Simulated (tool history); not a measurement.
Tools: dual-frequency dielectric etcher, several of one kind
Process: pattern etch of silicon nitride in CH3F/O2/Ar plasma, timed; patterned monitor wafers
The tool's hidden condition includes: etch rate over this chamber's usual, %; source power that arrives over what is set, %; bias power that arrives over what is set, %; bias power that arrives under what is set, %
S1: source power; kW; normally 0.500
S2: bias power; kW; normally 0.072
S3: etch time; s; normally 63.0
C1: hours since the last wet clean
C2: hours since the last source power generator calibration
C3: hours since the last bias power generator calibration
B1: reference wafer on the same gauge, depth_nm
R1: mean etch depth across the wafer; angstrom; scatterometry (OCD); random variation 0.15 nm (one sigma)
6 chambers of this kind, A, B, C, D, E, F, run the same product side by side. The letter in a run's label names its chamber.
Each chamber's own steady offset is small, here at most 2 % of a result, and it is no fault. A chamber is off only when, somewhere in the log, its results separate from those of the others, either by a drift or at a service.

Run 1E, hour 10.3: usual settings; C1 183.0; C2 574.9; C3 830.5; B1 53.367. Result: R1 482.20 angstrom.
Run 2B, hour 19.6: usual settings; C1 193.1; C2 61.1; C3 3207.5; B1 53.401. Result: R1 471.65 angstrom.
Run 3A, hour 34.8: usual settings; C1 390.0; C2 1843.4; C3 3430.2; B1 53.383. Result: R1 485.66 angstrom.
Run 4C, hour 43.4: usual settings; C1 104.9; C2 600.8; C3 3055.4; B1 53.431. Result: R1 481.82 angstrom.
Run 5D, hour 51.9: usual settings but S2 0.055 kW; C1 250.9; C2 178.3; C3 791.2; B1 53.415. Result: R1 441.69 angstrom.
Run 6F, hour 67.7: usual settings but S2 0.055 kW; C1 345.0; C2 1784.2; C3 881.7; B1 53.436. Result: R1 439.65 angstrom.
At hour 71.1: chamber A: wet clean of the chamber.
Run 7F, hour 77.0: usual settings but S2 0.055 kW; C1 354.3; C2 1793.5; C3 891.0; B1 53.384. Result: R1 441.71 angstrom.
Run 8A, hour 91.7: usual settings but S2 0.055 kW; C1 20.7; C2 1900.3; C3 3487.1; B1 53.359. Result: R1 446.07 angstrom.
Run 9D, hour 100.5: usual settings but S2 0.055 kW; C1 299.5; C2 226.9; C3 839.8; B1 53.433. Result: R1 441.76 angstrom.
Run 10B, hour 111.9: usual settings but S2 0.055 kW; C1 285.4; C2 153.4; C3 3299.8; B1 53.399. Result: R1 434.59 angstrom.
Run 11E, hour 120.8: usual settings; C1 293.5; C2 685.4; C3 941.0; B1 53.426. Result: R1 479.52 angstrom.
Run 12C, hour 136.0: usual settings; C1 197.5; C2 693.4; C3 3148.0; B1 53.357. Result: R1 485.32 angstrom.
Run 13A, hour 151.0: usual settings; C1 80.0; C2 1959.6; C3 3546.4; B1 53.407. Result: R1 484.89 angstrom.
Run 14E, hour 164.1: usual settings but S1 0.580 kW, S2 0.089 kW; C1 336.8; C2 728.7; C3 984.3; B1 53.398. Result: R1 545.79 angstrom.
Run 15C, hour 176.4: usual settings but S1 0.580 kW, S2 0.089 kW; C1 237.9; C2 733.8; C3 3188.4; B1 53.388. Result: R1 550.70 angstrom.
At hour 184.4: chamber F: wet clean of the chamber.
Run 16B, hour 184.9: usual settings but S1 0.580 kW, S2 0.089 kW; C1 358.4; C2 226.4; C3 3372.8; B1 53.416. Result: R1 537.04 angstrom.
Run 17D, hour 197.8: usual settings but S1 0.580 kW, S2 0.089 kW; C1 396.8; C2 324.2; C3 937.1; B1 53.435. Result: R1 544.09 angstrom.
Run 18F, hour 211.2: usual settings but S1 0.580 kW, S2 0.089 kW; C1 26.8; C2 1927.7; C3 1025.2; B1 53.389. Result: R1 552.36 angstrom.
Run 19D, hour 221.7: usual settings but S1 0.580 kW, S2 0.089 kW; C1 420.7; C2 348.1; C3 961.0; B1 53.384. Result: R1 545.93 angstrom.
Run 20C, hour 233.0: usual settings; C1 294.5; C2 790.4; C3 3245.0; B1 53.375. Result: R1 485.16 angstrom.
Run 21F, hour 242.2: usual settings but S2 0.054 kW; C1 57.8; C2 1958.7; C3 1056.2; B1 53.384. Result: R1 440.51 angstrom.
Run 22A, hour 257.0: usual settings but S2 0.054 kW; C1 186.0; C2 2065.6; C3 3652.4; B1 53.361. Result: R1 441.85 angstrom.
At hour 260.5: chamber F: source power generator calibrated.
Run 23B, hour 264.0: usual settings but S2 0.054 kW; C1 437.5; C2 305.5; C3 3451.9; B1 53.400. Result: R1 433.65 angstrom.
At hour 264.9: chamber D: wet clean of the chamber.
Run 24E, hour 278.1: usual settings but S2 0.054 kW; C1 450.8; C2 842.7; C3 1098.3; B1 53.429. Result: R1 436.46 angstrom.
At hour 280.7: chamber E: wet clean of the chamber.
Run 25A, hour 286.0: usual settings but S2 0.054 kW; C1 215.0; C2 2094.6; C3 3681.4; B1 53.410. Result: R1 443.30 angstrom.
Run 26C, hour 295.2: usual settings but S2 0.054 kW; C1 356.7; C2 852.6; C3 3307.2; B1 53.363. Result: R1 442.92 angstrom.
Run 27E, hour 305.5: usual settings; C1 24.8; C2 870.1; C3 1125.7; B1 53.402. Result: R1 479.83 angstrom.
Run 28F, hour 314.3: usual settings but S1 0.570 kW; C1 129.9; C2 53.9; C3 1128.3; B1 53.361. Result: R1 507.31 angstrom.
Run 29D, hour 323.2: usual settings but S1 0.570 kW; C1 58.3; C2 449.6; C3 1062.5; B1 53.434. Result: R1 504.28 angstrom.
Run 30B, hour 330.8: usual settings but S1 0.570 kW; C1 504.3; C2 372.3; C3 3518.7; B1 53.417. Result: R1 496.25 angstrom.
Run 31C, hour 339.5: usual settings but S1 0.570 kW; C1 401.0; C2 896.9; C3 3351.5; B1 53.388. Result: R1 510.51 angstrom.
Run 32F, hour 348.5: usual settings but S1 0.570 kW; C1 164.1; C2 88.1; C3 1162.5; B1 53.389. Result: R1 506.11 angstrom.
Run 33D, hour 357.9: usual settings but S1 0.570 kW; C1 93.0; C2 484.3; C3 1097.2; B1 53.383. Result: R1 505.12 angstrom.
Run 34E, hour 373.5: usual settings; C1 92.8; C2 938.1; C3 1193.7; B1 53.336. Result: R1 481.07 angstrom.
At hour 375.2: chamber B: wet clean of the chamber.
Run 35A, hour 386.7: usual settings; C1 315.7; C2 2195.3; C3 3782.1; B1 53.378. Result: R1 488.04 angstrom.
Run 36B, hour 397.8: usual settings; C1 22.6; C2 439.3; C3 3585.7; B1 53.368. Result: R1 472.92 angstrom.
Run 37E, hour 407.4: usual settings; C1 126.7; C2 972.0; C3 1227.6; B1 53.414. Result: R1 479.60 angstrom.
Run 38C, hour 414.5: usual settings; C1 476.0; C2 971.9; C3 3426.5; B1 53.376. Result: R1 485.26 angstrom.
Run 39F, hour 421.6: usual settings; C1 237.2; C2 161.2; C3 1235.6; B1 53.398. Result: R1 481.32 angstrom.
Run 40B, hour 432.8: usual settings; C1 57.6; C2 474.3; C3 3620.7; B1 53.384. Result: R1 473.30 angstrom.
Run 41A, hour 440.1: usual settings; C1 369.1; C2 2248.7; C3 3835.5; B1 53.366. Result: R1 483.35 angstrom.
Run 42D, hour 454.5: usual settings; C1 189.6; C2 580.9; C3 1193.8; B1 53.401. Result: R1 478.38 angstrom.
Run 43F, hour 463.6: usual settings but S3 69.5 s; C1 279.2; C2 203.2; C3 1277.6; B1 53.399. Result: R1 534.59 angstrom.
Run 44B, hour 471.1: usual settings but S3 69.5 s; C1 95.9; C2 512.6; C3 3659.0; B1 53.377. Result: R1 524.10 angstrom.

For the next run the whole fleet of 6 chambers uses the same settings. Give each chamber's results:
Run 45A, hour 482.5: usual settings. Result: R1 ?.
Run 45B, hour 482.5: usual settings. Result: R1 ?.
Run 45C, hour 482.5: usual settings. Result: R1 ?.
Run 45D, hour 482.5: usual settings. Result: R1 ?.
Run 45E, hour 482.5: usual settings. Result: R1 ?.
Run 45F, hour 482.5: usual settings. Result: R1 ?.

run      R1
45A  488.59
45B  469.80
45C  485.83
45D  483.14
45E  478.80
45F  486.46
